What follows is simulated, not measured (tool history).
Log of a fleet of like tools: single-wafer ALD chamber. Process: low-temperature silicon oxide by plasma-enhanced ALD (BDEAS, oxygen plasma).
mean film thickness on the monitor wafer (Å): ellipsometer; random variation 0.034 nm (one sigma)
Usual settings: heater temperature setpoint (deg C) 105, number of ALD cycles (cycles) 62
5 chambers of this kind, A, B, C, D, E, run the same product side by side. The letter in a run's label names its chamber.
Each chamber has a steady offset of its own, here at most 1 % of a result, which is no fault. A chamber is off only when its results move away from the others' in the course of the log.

| run | hour | heater temperature setpoint (deg C) | number of ALD cycles (cycles) | read-back reference wafer on the same gauge, thickness_nm | mean film thickness on the monitor wafer (Å) |
|---|---|---|---|---|---|
| 1C | 6.2 | 105 | 62 | 9.1454 | 88.095 |
| 2B | 10.4 | 105 | 62 | 9.1423 | 87.432 |
| 3E | 17.0 | 105 | 62 | 9.1466 | 88.697 |
| 4D | 21.7 | 105 | 62 | 9.1572 | 87.381 |
| 5A | 25.8 | 105 | 62 | 9.1407 | 88.293 |
| 6B | 28.9 | 105 | 62 | 9.1468 | 87.398 |
| 7D | 34.3 | 105 | 62 | 9.1529 | 88.579 |
|  | 38.5 | chamber C: thermocouple changed; heater temperature recalibrated |
| 8C | 38.8 | 105 | 62 | 9.1535 | 87.028 |
| 9E | 42.9 | 105 | 62 | 9.1525 | 88.298 |
| 10A | 45.9 | 105 | 62 | 9.1477 | 87.867 |
| 11C | 52.4 | 105 | 62 | 9.1509 | 87.645 |
| 12B | 57.0 | 105 | 62 | 9.1445 | 87.261 |
| 13E | 61.1 | 105 | 66 | 9.1527 | 94.105 |
| 14A | 67.6 | 105 | 66 | 9.1457 | 93.496 |
| 15D | 71.8 | 105 | 66 | 9.1581 | 93.434 |
| 16D | 77.4 | 105 | 66 | 9.1476 | 93.884 |
| 17A | 80.8 | 105 | 66 | 9.1393 | 93.786 |
| 18C | 84.8 | 105 | 62 | 9.1485 | 87.353 |
| 19B | 90.4 | 105 | 62 | 9.1486 | 87.797 |
| 20E | 94.2 | 105 | 62 | 9.1448 | 88.334 |
| 21B | 100.0 | 105 | 62 | 9.1572 | 87.484 |
| 22D | 103.2 | 105 | 62 | 9.1542 | 87.771 |
| 23E | 106.2 | 105 | 62 | 9.1543 | 89.116 |
| 24C | 111.6 | 105 | 62 | 9.1407 | 87.233 |
| 25A | 116.4 | 116 | 55 | 9.1577 | 76.130 |
| 26A | 122.0 | 116 | 55 | 9.1511 | 76.460 |
| 27E | 127.9 | 116 | 55 | 9.1429 | 76.928 |
| 28C | 134.4 | 116 | 55 | 9.1481 | 76.368 |
| 29D | 137.5 | 116 | 55 | 9.1511 | 76.680 |
| 30B | 141.6 | 105 | 62 | 9.1580 | 87.345 |

Next, every chamber runs the same settings. What will each give?
| 31A | 146.4 | 94 | 62 |  | ? |
| 31B | 146.4 | 94 | 62 |  | ? |
| 31C | 146.4 | 94 | 62 |  | ? |
| 31D | 146.4 | 94 | 62 |  | ? |
| 31E | 146.4 | 94 | 62 |  | ? |

| run | mean film thickness on the monitor wafer (Å) |
|---|---|
| 31A | 90.601 |
| 31B | 90.221 |
| 31C | 90.297 |
| 31D | 90.896 |
| 31E | 91.457 |

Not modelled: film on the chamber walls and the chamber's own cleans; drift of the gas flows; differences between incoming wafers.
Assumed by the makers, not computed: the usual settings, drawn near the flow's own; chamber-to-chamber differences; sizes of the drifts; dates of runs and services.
